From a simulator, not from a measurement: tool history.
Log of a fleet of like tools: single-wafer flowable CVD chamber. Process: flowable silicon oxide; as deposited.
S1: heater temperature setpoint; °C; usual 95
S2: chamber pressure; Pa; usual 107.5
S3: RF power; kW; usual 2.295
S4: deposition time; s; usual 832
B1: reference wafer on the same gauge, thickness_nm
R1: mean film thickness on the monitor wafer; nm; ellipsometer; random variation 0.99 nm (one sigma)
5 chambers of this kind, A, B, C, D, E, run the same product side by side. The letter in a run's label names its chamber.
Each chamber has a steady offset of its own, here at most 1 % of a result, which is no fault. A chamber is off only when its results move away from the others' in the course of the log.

Run 1A, hour 8.4: usual settings; B1 588.7. Result: R1 612.73 nm.
Run 2C, hour 16.1: usual settings; B1 588.69. Result: R1 618.33 nm.
Run 3B, hour 22.3: usual settings; B1 588.69. Result: R1 618.67 nm.
Run 4D, hour 29: usual settings; B1 588.98. Result: R1 624.31 nm.
Run 5E, hour 35.3: usual settings; B1 588.43. Result: R1 613.68 nm.
Run 6C, hour 40.7: usual settings; B1 588.73. Result: R1 617.06 nm.
At hour 44.4: chamber D: capacitance manometer re-zeroed and calibrated.
Run 7E, hour 45: usual settings; B1 588.27. Result: R1 613.73 nm.
Run 8D, hour 51.6: usual settings; B1 588.3. Result: R1 623.09 nm.
Run 9A, hour 56.8: usual settings; B1 588.11. Result: R1 614.1 nm.
Run 10B, hour 63.8: usual settings; B1 588.25. Result: R1 614.22 nm.
Run 11C, hour 70.9: usual settings; B1 587.91. Result: R1 616.02 nm.
Run 12E, hour 78.1: usual settings but S1 109 °C, S3 2.565 kW; B1 588.2. Result: R1 391.06 nm.
Run 13B, hour 84.2: usual settings but S1 109 °C, S3 2.565 kW; B1 587.83. Result: R1 396.2 nm.
Run 14A, hour 90.3: usual settings but S1 109 °C, S3 2.565 kW; B1 587.81. Result: R1 390 nm.
Run 15D, hour 97.9: usual settings but S1 109 °C, S3 2.565 kW; B1 587.92. Result: R1 399.24 nm.
Run 16D, hour 104: usual settings but S1 109 °C, S3 2.565 kW; B1 587.3. Result: R1 397.8 nm.
Run 17E, hour 109.9: usual settings; B1 587.34. Result: R1 611.81 nm.
Run 18C, hour 118.6: usual settings; B1 587.5. Result: R1 614.35 nm.
Run 19B, hour 126.5: usual settings; B1 587.15. Result: R1 615.27 nm.
Run 20A, hour 131.4: usual settings; B1 587.36. Result: R1 611.67 nm.
Run 21E, hour 137.1: usual settings but S2 82.9 Pa, S4 949 s; B1 587.15. Result: R1 498.43 nm.
Run 22C, hour 145.8: usual settings but S2 82.9 Pa, S4 949 s; B1 586.94. Result: R1 495.38 nm.
Run 23D, hour 153.8: usual settings but S2 82.9 Pa, S4 949 s; B1 586.97. Result: R1 503.23 nm.
Run 24A, hour 162.4: usual settings but S2 82.9 Pa, S4 949 s; B1 586.81. Result: R1 494.54 nm.
Run 25B, hour 170.8: usual settings but S2 82.9 Pa, S4 949 s; B1 586.51. Result: R1 494.06 nm.
Run 26D, hour 176.3: usual settings; B1 586.64. Result: R1 620.07 nm.
Run 27C, hour 184.2: usual settings; B1 586.72. Result: R1 615.29 nm.
Run 28E, hour 189.3: usual settings; B1 586.67. Result: R1 612.78 nm.
Run 29B, hour 194.8: usual settings; B1 586.35. Result: R1 615.29 nm.
Run 30A, hour 200.3: usual settings but S1 88 °C, S2 89.2 Pa; B1 586.45. Result: R1 599.15 nm.
Run 31E, hour 207.8: usual settings but S1 88 °C, S2 89.2 Pa; B1 586.45. Result: R1 603.07 nm.
Run 32B, hour 215.4: usual settings but S1 88 °C, S2 89.2 Pa; B1 586.11. Result: R1 598.83 nm.
Run 33C, hour 222.2: usual settings but S1 88 °C, S2 89.2 Pa; B1 586.13. Result: R1 601.26 nm.
Run 34A, hour 227.5: usual settings but S1 88 °C, S2 89.2 Pa; B1 585.8. Result: R1 601.24 nm.
Run 35D, hour 233.9: usual settings; B1 585.97. Result: R1 619.67 nm.
Run 36A, hour 238.3: usual settings; B1 585.95. Result: R1 610.67 nm.
Run 37D, hour 246.6: usual settings; B1 585.86. Result: R1 619.42 nm.
Run 38B, hour 255.3: usual settings but S4 896 s; B1 585.54. Result: R1 663.51 nm.
Run 39C, hour 264.3: usual settings but S4 896 s; B1 585.51. Result: R1 660.58 nm.
Run 40E, hour 268.7: usual settings but S4 896 s; B1 585.35. Result: R1 659.36 nm.
Run 41C, hour 277.9: usual settings but S4 896 s; B1 585.46. Result: R1 660.51 nm.
Run 42E, hour 282: usual settings but S4 896 s; B1 585.1. Result: R1 657.25 nm.

Next, every chamber runs the same settings. What will each give?
Run 43A, hour 288.5: usual settings. Result: R1 ?.
Run 43B, hour 288.5: usual settings. Result: R1 ?.
Run 43C, hour 288.5: usual settings. Result: R1 ?.
Run 43D, hour 288.5: usual settings. Result: R1 ?.
Run 43E, hour 288.5: usual settings. Result: R1 ?.

run      R1
43A  609.72
43B   613.6
43C  615.08
43D  620.59
43E  609.67
